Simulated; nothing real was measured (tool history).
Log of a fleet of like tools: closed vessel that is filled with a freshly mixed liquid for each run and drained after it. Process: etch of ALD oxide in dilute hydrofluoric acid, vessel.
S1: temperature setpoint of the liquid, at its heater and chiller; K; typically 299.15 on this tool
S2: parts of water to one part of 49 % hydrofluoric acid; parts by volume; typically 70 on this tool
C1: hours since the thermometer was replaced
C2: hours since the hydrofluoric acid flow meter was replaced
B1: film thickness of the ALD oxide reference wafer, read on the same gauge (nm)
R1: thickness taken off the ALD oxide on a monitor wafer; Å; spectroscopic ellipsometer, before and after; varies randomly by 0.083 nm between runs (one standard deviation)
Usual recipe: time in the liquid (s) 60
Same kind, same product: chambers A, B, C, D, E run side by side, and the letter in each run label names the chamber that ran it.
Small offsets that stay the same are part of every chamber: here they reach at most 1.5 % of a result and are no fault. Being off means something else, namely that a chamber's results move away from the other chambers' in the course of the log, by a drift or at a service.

run 1E hour=12.5 | S1=299.15 S2=70 time_in_the_liquid_(s)=60 | C1=337.7 C2=1208.7 | B1=89.99 | R1=175.1
run 2A hour=19.9 | S1=299.15 S2=70 time_in_the_liquid_(s)=60 | C1=1652.9 C2=983.1 | B1=89.993 | R1=175.42
run 3C hour=25.8 | S1=299.15 S2=70 time_in_the_liquid_(s)=60 | C1=486.6 C2=1601.1 | B1=89.992 | R1=176.94
run 4B hour=37.3 | S1=299.15 S2=70 time_in_the_liquid_(s)=60 | C1=1668.9 C2=1469.7 | B1=89.985 | R1=177.03
run 5D hour=46.1 | S1=299.15 S2=70 time_in_the_liquid_(s)=60 | C1=1191.1 C2=99.7 | B1=90.012 | R1=175.4
run 6A hour=52.3 | S1=299.15 S2=70 time_in_the_liquid_(s)=60 | C1=1685.3 C2=1015.5 | B1=89.996 | R1=175.48
-- hour=54 chamber C: hydrofluoric acid flow meter replaced
run 7E hour=63.8 | S1=301.65 S2=70 time_in_the_liquid_(s)=30 | C1=389 C2=1260 | B1=90 | R1=96.183
run 8C hour=71.4 | S1=301.65 S2=70 time_in_the_liquid_(s)=30 | C1=532.2 C2=17.5 | B1=90.001 | R1=97.535
-- hour=75.1 chamber A: thermometer replaced
run 9B hour=79.1 | S1=301.65 S2=70 time_in_the_liquid_(s)=30 | C1=1710.7 C2=1511.5 | B1=90.009 | R1=97.75
run 10D hour=89.3 | S1=301.65 S2=70 time_in_the_liquid_(s)=30 | C1=1234.3 C2=142.9 | B1=89.991 | R1=97.78
run 11B hour=95.1 | S1=301.65 S2=70 time_in_the_liquid_(s)=30 | C1=1726.7 C2=1527.5 | B1=90.004 | R1=97.824
run 12E hour=104.2 | S1=299.15 S2=70 time_in_the_liquid_(s)=60 | C1=429.4 C2=1300.4 | B1=89.991 | R1=174.48
run 13C hour=116.6 | S1=299.15 S2=70 time_in_the_liquid_(s)=60 | C1=577.4 C2=62.7 | B1=89.991 | R1=175.73
run 14D hour=125.1 | S1=299.15 S2=70 time_in_the_liquid_(s)=60 | C1=1270.1 C2=178.7 | B1=89.984 | R1=175.31
run 15A hour=134.2 | S1=299.15 S2=70 time_in_the_liquid_(s)=60 | C1=59.2 C2=1097.4 | B1=90.006 | R1=175.24
run 16C hour=144 | S1=299.15 S2=70 time_in_the_liquid_(s)=60 | C1=604.8 C2=90.1 | B1=90.013 | R1=177.5
run 17A hour=153 | S1=299.15 S2=70 time_in_the_liquid_(s)=60 | C1=78 C2=1116.2 | B1=90.006 | R1=175.68
run 18B hour=161.4 | S1=299.15 S2=70 time_in_the_liquid_(s)=60 | C1=1793 C2=1593.8 | B1=90.017 | R1=178.87
run 19E hour=173.7 | S1=302.15 S2=70 time_in_the_liquid_(s)=80 | C1=498.9 C2=1369.9 | B1=89.978 | R1=260.11
run 20D hour=184.6 | S1=302.15 S2=70 time_in_the_liquid_(s)=80 | C1=1329.6 C2=238.2 | B1=89.99 | R1=264.03
-- hour=185.7 chamber A: hydrofluoric acid flow meter replaced
run 21D hour=194.2 | S1=302.15 S2=70 time_in_the_liquid_(s)=80 | C1=1339.2 C2=247.8 | B1=90.01 | R1=262.38
-- hour=194.5 chamber B: thermometer replaced
run 22E hour=201.9 | S1=302.15 S2=70 time_in_the_liquid_(s)=80 | C1=527.1 C2=1398.1 | B1=90.024 | R1=253.93
run 23C hour=212.5 | S1=302.15 S2=70 time_in_the_liquid_(s)=80 | C1=673.3 C2=158.6 | B1=89.994 | R1=263.57
run 24B hour=221.3 | S1=299.15 S2=70 time_in_the_liquid_(s)=60 | C1=26.8 C2=1653.7 | B1=90.011 | R1=178.24
run 25A hour=231.3 | S1=299.15 S2=70 time_in_the_liquid_(s)=60 | C1=156.3 C2=45.6 | B1=90.006 | R1=174.83
run 26A hour=238.2 | S1=299.15 S2=70 time_in_the_liquid_(s)=60 | C1=163.2 C2=52.5 | B1=90.001 | R1=175.71
run 27E hour=247.5 | S1=299.15 S2=70 time_in_the_liquid_(s)=35 | C1=572.7 C2=1443.7 | B1=90.009 | R1=98.026
run 28D hour=253.7 | S1=299.15 S2=70 time_in_the_liquid_(s)=35 | C1=1398.7 C2=307.3 | B1=90.016 | R1=103.06
run 29C hour=262.3 | S1=299.15 S2=70 time_in_the_liquid_(s)=35 | C1=723.1 C2=208.4 | B1=90.003 | R1=102.79
run 30B hour=272.5 | S1=299.15 S2=70 time_in_the_liquid_(s)=35 | C1=78 C2=1704.9 | B1=90.004 | R1=104.36

Is one chamber out of step, is the gauge drifting, or do the chambers differ by no more than their own small offsets? For an off chamber, give its letter and the likeliest cause.

Little by little, chamber E moves away from the other chambers.
Most likely cause: hydrofluoric acid flow below the setpoint (%) = 4.09.
The log may not tell that from: liquid colder than its thermometer reads (K).

Here are 4 candidates for chamber E's next run, each the usual settings with a change, their results left as question marks. Which one brings its results back in line with what the others give on the usual settings?
In-line tolerance around the mean of the other chambers on the usual settings: R1 2.9 Å
run 31E-1 hour=282.1 | S1=299.65 S2=65 time_in_the_liquid_(s)=60 | R1=?
run 31E-2 hour=282.1 | S1=297.65 S2=70 time_in_the_liquid_(s)=60 | R1=?
run 31E-3 hour=282.1 | S1=298.65 S2=70 time_in_the_liquid_(s)=55 | R1=?
run 31E-4 hour=282.1 | S1=300.65 S2=70 time_in_the_liquid_(s)=60 | R1=?

Mean of the other chambers on the usual settings: R1 176.68 Å
run=31E-1 R1=184.19
run=31E-2 R1=156.71
run=31E-3 R1=149.47
run=31E-4 R1=176.36
With 31E-4, the chamber falls back in line with the rest.
